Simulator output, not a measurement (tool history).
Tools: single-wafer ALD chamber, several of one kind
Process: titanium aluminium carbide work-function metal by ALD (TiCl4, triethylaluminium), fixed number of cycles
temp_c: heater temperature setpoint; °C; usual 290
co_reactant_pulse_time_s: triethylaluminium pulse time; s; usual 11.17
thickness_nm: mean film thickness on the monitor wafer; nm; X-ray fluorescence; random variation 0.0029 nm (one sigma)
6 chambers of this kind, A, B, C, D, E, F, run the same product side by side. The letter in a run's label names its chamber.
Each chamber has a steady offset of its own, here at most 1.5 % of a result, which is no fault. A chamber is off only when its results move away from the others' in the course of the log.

run,hour,temp_c,co_reactant_pulse_time_s,"read-back reference wafer on the same gauge, thickness_nm",thickness_nm
1A,4.6,290,11.17,1.6704,1.9338
2B,8.3,290,11.17,1.6694,1.9326
3D,12.8,290,11.17,1.6692,1.9246
4E,15,290,11.17,1.6688,1.9087
5C,17.2,290,11.17,1.6691,1.9458
6F,20.6,290,11.17,1.6682,1.9582
7E,23.8,290,11.17,1.6678,1.9125
8A,27.2,290,11.17,1.6674,1.9276
9C,31.9,290,11.17,1.6678,1.9463
10D,34.6,290,11.17,1.6671,1.9266
11F,38.2,290,11.17,1.6673,1.9634
12B,42.6,290,11.17,1.6665,1.925
13A,47.3,290,11.17,1.6668,1.927
14F,51.8,290,11.17,1.6663,1.9572
15C,56,290,11.17,1.6656,1.9406
16B,58.4,290,11.17,1.6652,1.9285
17D,62.5,290,11.17,1.6651,1.9234
18E,66.1,290,11.17,1.6644,1.9081
19D,70.7,290,11.17,1.6636,1.9254
20F,74,290,11.17,1.6649,1.9573
21E,76.5,279,13.36,1.6641,1.8339
22B,79.1,279,13.36,1.664,1.8542
23A,83.8,279,13.36,1.6636,1.8525
# hour 87.4: chamber C: thermocouple changed; heater temperature recalibrated
24C,88.5,279,13.36,1.6629,1.8586
25E,92.1,279,13.36,1.6628,1.8323
26A,96.8,279,13.36,1.6625,1.8558
27C,99.1,290,11.17,1.6616,1.9349
28B,104,290,11.17,1.6619,1.9266
29D,108.5,290,11.17,1.6615,1.9183
# hour 108.6: chamber A: triethylaluminium bottle replaced
30F,111.6,290,11.17,1.6608,1.9528
31F,115.4,290,11.17,1.661,1.9504
32E,118.3,290,11.17,1.6612,1.9015
33A,121.1,290,11.17,1.6606,1.926
34D,126,290,11.17,1.6599,1.9169
35C,129.4,290,11.17,1.6606,1.9333
36B,132.9,290,11.17,1.6597,1.9261

What goes on in this fleet: one chamber off, a drifting gauge, or nothing beyond the chambers' own small offsets? Name the chamber and the cause, if any.

The gauge drifts, so all chambers seem to drift together. No chamber is off.
Cause: gauge reads low (%) = 0.625.

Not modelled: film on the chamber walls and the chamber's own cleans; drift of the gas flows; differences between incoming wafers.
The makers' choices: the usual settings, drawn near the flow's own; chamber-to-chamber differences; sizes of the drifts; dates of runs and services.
